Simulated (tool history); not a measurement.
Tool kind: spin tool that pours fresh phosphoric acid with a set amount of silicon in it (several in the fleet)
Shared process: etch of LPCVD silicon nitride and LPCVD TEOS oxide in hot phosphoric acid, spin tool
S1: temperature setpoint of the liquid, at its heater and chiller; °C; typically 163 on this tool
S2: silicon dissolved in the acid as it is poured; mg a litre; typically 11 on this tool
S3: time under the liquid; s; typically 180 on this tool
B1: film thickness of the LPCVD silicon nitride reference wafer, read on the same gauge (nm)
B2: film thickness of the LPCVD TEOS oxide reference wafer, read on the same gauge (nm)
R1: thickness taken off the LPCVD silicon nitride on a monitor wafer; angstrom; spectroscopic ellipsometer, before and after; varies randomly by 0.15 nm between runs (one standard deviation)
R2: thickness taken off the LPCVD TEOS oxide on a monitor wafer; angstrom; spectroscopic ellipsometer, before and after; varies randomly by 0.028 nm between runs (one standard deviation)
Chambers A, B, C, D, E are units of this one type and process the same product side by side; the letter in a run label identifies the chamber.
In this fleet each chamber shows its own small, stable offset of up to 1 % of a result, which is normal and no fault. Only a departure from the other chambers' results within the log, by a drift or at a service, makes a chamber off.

run,hour,S1,S2,S3,B1,B2,R1,R2
1C,6.3,163,11,180,150.01,69.998,177.94,9.8611
2D,12.5,163,11,180,149.99,69.990,177.30,9.6828
# hour 20.6: chamber E: dissolved silicon flow meter replaced
3A,21.7,163,11,180,149.98,69.999,178.18,9.8430
4B,30.0,163,11,180,150.02,69.980,175.61,9.6669
5E,38.3,163,11,180,150.00,70.016,177.91,8.9116
6A,43.4,163,11,180,150.02,69.989,177.44,9.6847
7E,48.2,163,11,180,150.00,70.009,178.12,9.3107
8C,53.8,163,11,180,149.98,69.989,178.13,9.8424
9B,58.4,163,11,180,150.03,69.986,178.14,9.7614
10D,68.3,163,11,180,150.00,70.000,177.59,8.9908
11B,75.3,163,11,180,150.01,70.011,178.97,9.3471
12E,80.9,163,11,180,149.98,70.009,176.88,9.2151
13A,88.5,163,11,180,150.02,70.016,180.75,9.9834
14C,94.2,163,11,180,149.99,69.984,178.85,9.5605
15D,101.3,166,4,180,150.00,70.008,198.95,13.8980
16C,105.8,166,4,180,150.04,69.990,196.30,14.4250
17B,110.7,166,4,180,150.01,70.011,198.13,13.7740
18E,117.9,166,4,180,150.01,70.004,191.12,14.1540
19D,124.7,166,4,180,150.01,69.985,199.04,13.9080
20A,130.4,163,11,180,150.03,70.005,177.25,9.9098
21A,139.7,163,11,180,149.98,69.999,176.81,9.7771
22D,146.4,163,11,180,150.02,69.998,177.93,9.5527
23E,153.8,163,11,180,150.02,69.987,177.85,9.3527
24B,162.0,163,11,180,149.98,69.982,174.75,9.3508
25C,166.5,163,11,180,149.97,70.012,176.90,9.2421
26E,176.3,163,15,235,149.99,70.018,231.05,11.1350
27A,185.6,163,15,235,150.02,69.991,237.34,11.3740
28B,192.3,163,15,235,150.01,70.002,228.63,11.4080
29D,198.0,163,15,235,150.01,69.980,231.85,11.3380
30C,207.4,163,15,235,149.99,70.010,235.23,11.8840

Next, every chamber runs the same settings. What will each give?
31A,214.5,163,11,180,,,?,?
31B,214.5,163,11,180,,,?,?
31C,214.5,163,11,180,,,?,?
31D,214.5,163,11,180,,,?,?
31E,214.5,163,11,180,,,?,?

run,R1,R2
31A,176.97,9.7020
31B,173.79,9.2030
31C,175.60,9.5638
31D,176.77,9.3580
31E,179.21,9.7730

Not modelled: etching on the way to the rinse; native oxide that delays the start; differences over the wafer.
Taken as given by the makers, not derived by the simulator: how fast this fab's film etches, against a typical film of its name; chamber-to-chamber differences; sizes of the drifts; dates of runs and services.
